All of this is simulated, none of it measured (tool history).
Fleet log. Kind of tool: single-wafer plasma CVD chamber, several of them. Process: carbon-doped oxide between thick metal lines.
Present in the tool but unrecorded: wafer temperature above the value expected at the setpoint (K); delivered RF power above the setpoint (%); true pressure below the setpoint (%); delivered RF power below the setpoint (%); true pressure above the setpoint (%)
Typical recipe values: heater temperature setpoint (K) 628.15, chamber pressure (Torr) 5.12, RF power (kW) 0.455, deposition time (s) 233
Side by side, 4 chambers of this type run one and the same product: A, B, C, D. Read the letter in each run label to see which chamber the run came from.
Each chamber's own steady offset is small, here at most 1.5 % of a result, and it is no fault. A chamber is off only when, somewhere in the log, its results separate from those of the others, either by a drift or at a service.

run,day,heater temperature setpoint (K),chamber pressure (Torr),RF power (kW),deposition time (s),hours since the last thermocouple change,hours since the last RF generator calibration,hours since the last manometer calibration,"read-back reference wafer on the same gauge, thickness_nm",mean film thickness on the monitor wafer (angstrom)
# day 0.025: chamber C: capacitance manometer re-zeroed and calibrated
1C,0.279,628.15,5.12,0.455,233,960.2,88.1,6.2,959.91,10834.0
2A,0.812,628.15,5.12,0.455,233,1580.6,1021.8,678.0,960.29,10832.0
3B,1.300,628.15,5.12,0.455,233,954.7,1851.7,272.9,960.50,10864.0
4D,1.783,628.15,5.12,0.455,233,2095.8,956.7,1218.6,960.55,11008.0
5D,2.129,628.15,5.12,0.455,233,2104.1,965.0,1226.9,960.79,10995.0
6B,2.542,628.15,5.12,0.455,233,984.5,1881.5,302.7,960.93,10875.0
7C,2.938,628.15,5.12,0.455,233,1024.0,151.9,70.0,960.86,10847.0
8A,3.383,628.15,5.12,0.455,233,1642.3,1083.5,739.7,961.30,10849.0
9C,3.683,628.15,5.12,0.455,233,1041.9,169.8,87.9,961.33,10864.0
10B,4.100,628.15,5.12,0.375,233,1021.9,1918.9,340.1,961.63,9485.9
11A,4.454,628.15,5.12,0.375,233,1668.0,1109.2,765.4,961.52,9398.5
12D,4.817,628.15,5.12,0.375,233,2168.6,1029.5,1291.4,961.56,9576.8
13C,5.338,628.15,5.12,0.375,233,1081.6,209.5,127.6,961.73,9441.6
14A,5.800,628.15,5.12,0.455,233,1700.3,1141.5,797.7,961.74,10869.0
15B,6.046,628.15,5.12,0.455,233,1068.6,1965.6,386.8,962.08,10892.0
16D,6.312,628.15,5.12,0.455,233,2204.5,1065.4,1327.3,962.32,10988.0
17B,6.804,628.15,5.12,0.455,233,1086.8,1983.8,405.0,962.02,10908.0
18D,7.279,628.15,5.12,0.455,233,2227.7,1088.6,1350.5,962.27,10994.0
19C,7.675,628.15,4.65,0.455,214,1137.7,265.6,183.7,962.57,9825.7
# day 7.750: chamber A: RF generator calibrated
20A,7.925,628.15,4.65,0.455,214,1751.3,4.3,848.7,962.51,9845.2
21D,8.308,628.15,4.65,0.455,214,2252.4,1113.3,1375.2,962.51,9956.5
22C,8.729,628.15,4.65,0.455,214,1163.0,290.9,209.0,962.85,9823.3
23B,9.221,628.15,5.12,0.455,233,1144.8,2041.8,463.0,962.51,10886.0
24A,9.621,637.15,5.12,0.455,233,1792.0,45.0,889.4,963.15,10646.0
25D,9.875,637.15,5.12,0.455,233,2290.0,1150.9,1412.8,963.25,10813.0
26C,10.196,637.15,5.12,0.455,233,1198.2,326.1,244.2,963.48,10631.0
27A,10.508,637.15,5.12,0.455,233,1813.3,66.3,910.7,963.51,10650.0
# day 10.962: chamber D: thermocouple changed; heater temperature recalibrated
28B,10.971,628.15,5.12,0.455,233,1186.8,2083.8,505.0,963.38,10916.0
29C,11.275,628.15,5.12,0.455,233,1224.1,352.0,270.1,963.28,10880.0
30A,11.754,628.15,4.28,0.455,233,1843.2,96.2,940.6,963.76,10594.0
31B,12.158,628.15,4.28,0.455,233,1215.3,2112.3,533.5,963.67,10602.0
32D,12.517,628.15,4.28,0.455,233,37.4,1214.3,1476.2,964.11,10741.0
33B,12.925,628.15,4.28,0.455,233,1233.7,2130.7,551.9,963.76,10617.0
34A,13.158,628.15,5.12,0.455,233,1876.9,129.9,974.3,963.58,10882.0
35C,13.629,628.15,5.12,0.455,233,1280.6,408.5,326.6,964.22,10859.0
36D,14.083,628.15,5.12,0.455,233,75.0,1251.9,1513.8,964.56,11070.0
37C,14.579,628.15,5.12,0.455,233,1303.4,431.3,349.4,964.46,10872.0
38A,14.900,628.15,5.12,0.455,233,1918.7,171.7,1016.1,964.46,10889.0
39B,15.288,628.15,5.12,0.455,233,1290.4,2187.4,608.6,964.64,10902.0
40D,15.721,628.15,5.12,0.455,233,114.3,1291.2,1553.1,964.85,11091.0
41C,15.988,628.15,5.12,0.455,233,1337.2,465.1,383.2,964.93,10872.0
42B,16.279,628.15,5.12,0.455,233,1314.2,2211.2,632.4,964.96,10943.0
43D,16.542,628.15,5.12,0.455,233,134.0,1310.9,1572.8,964.76,11078.0
44A,17.029,628.15,5.12,0.455,233,1969.8,222.8,1067.2,965.07,10891.0

One chamber off, gauge drift, or nothing amiss beyond the chambers' own small offsets? If it is a chamber, which one, and what is the likeliest cause?

The gauge drifts, so all chambers seem to drift together. No chamber is off.
Likeliest cause: gauge reads high (%) = 0.565.
